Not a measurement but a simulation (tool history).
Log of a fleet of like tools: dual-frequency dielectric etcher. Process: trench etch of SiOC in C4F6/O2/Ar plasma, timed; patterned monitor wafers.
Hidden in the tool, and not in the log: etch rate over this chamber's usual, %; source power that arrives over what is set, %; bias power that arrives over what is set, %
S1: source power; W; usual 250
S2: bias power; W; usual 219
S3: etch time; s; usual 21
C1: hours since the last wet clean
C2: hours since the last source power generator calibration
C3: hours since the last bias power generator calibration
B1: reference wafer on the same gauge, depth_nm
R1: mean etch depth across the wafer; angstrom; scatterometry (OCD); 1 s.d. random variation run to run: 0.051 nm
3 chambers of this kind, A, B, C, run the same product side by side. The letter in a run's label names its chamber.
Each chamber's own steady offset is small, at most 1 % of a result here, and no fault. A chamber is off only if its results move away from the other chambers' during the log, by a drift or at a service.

run,day,S1,S2,S3,C1,C2,C3,B1,R1
1B,0.279,250,219,21,340.9,1291.5,984.2,32.49,389.13
2C,0.467,250,219,21,56.3,806.6,1575.6,32.49,386.67
3A,0.817,250,219,21,304.7,803.5,573.2,32.488,391.22
4C,1.15,250,219,21,72.7,823,1592,32.484,386.68
5B,1.375,250,219,21,367.2,1317.8,1010.5,32.481,389.25
6A,1.771,250,219,21,327.6,826.4,596.1,32.478,390.86
7C,2.104,300,219,18,95.6,845.9,1614.9,32.462,354.57
8A,2.312,300,219,18,340.6,839.4,609.1,32.464,359.4
9B,2.554,300,219,18,395.5,1346.1,1038.8,32.455,356.39
10A,2.958,250,219,21,356.1,854.9,624.6,32.452,391.15
11C,3.354,250,219,21,125.6,875.9,1644.9,32.447,385.57
12B,3.579,250,219,21,420.1,1370.7,1063.4,32.435,389.42
13B,3.862,250,219,21,426.9,1377.5,1070.2,32.448,389.04
14A,4.258,250,219,21,387.3,886.1,655.8,32.441,390.65
15C,4.542,250,219,21,154.1,904.4,1673.4,32.429,385.66
16B,4.858,250,219,21,450.8,1401.4,1094.1,32.429,388.91
17A,5.054,280,200,21,406.4,905.2,674.9,32.429,395.53
18C,5.338,280,200,21,173.2,923.5,1692.5,32.417,390.99
19C,5.708,280,200,21,182.1,932.4,1701.4,32.41,389.98
20A,6.029,250,219,21,429.8,928.6,698.3,32.418,389.86
21B,6.279,250,219,21,484.9,1435.5,1128.2,32.405,388.24
22A,6.646,250,219,21,444.6,943.4,713.1,32.386,389.03
23B,6.996,250,219,21,502.1,1452.7,1145.4,32.384,387.46
24C,7.2,250,219,21,217.9,968.2,1737.2,32.381,385.06
25B,7.475,250,219,21,513.6,1464.2,1156.9,32.385,387.31
26C,7.75,250,219,21,231.1,981.4,1750.4,32.378,385.24
27A,8.112,250,219,21,479.8,978.6,748.3,32.381,391.03
28A,8.371,250,219,21,486,984.8,754.5,32.375,389.55
29B,8.646,250,219,21,541.7,1492.3,1185,32.378,388.24
30C,9.062,250,219,21,262.6,1012.9,1781.9,32.374,385
31C,9.246,230,219,16.5,267,1017.3,1786.3,32.354,293.12
32B,9.617,230,219,16.5,565,1515.6,1208.3,32.345,294.86
33A,9.904,230,219,16.5,522.8,1021.6,791.3,32.345,296.15
34B,10.3,250,219,21,581.4,1532,1224.7,32.345,387.69
35C,10.588,250,219,21,299.2,1049.5,1818.5,32.34,385.16
36A,10.812,250,219,21,544.6,1043.4,813.1,32.337,389.72
37C,10.992,250,219,21,308.9,1059.2,1828.2,32.326,384.48

Each of the 3 chambers runs these same settings next. Fill in every chamber's results:
38A,11.292,230,219,21,,,,,?
38B,11.292,230,219,21,,,,,?
38C,11.292,230,219,21,,,,,?

run,R1
38A,377.09
38B,375.67
38C,371.93
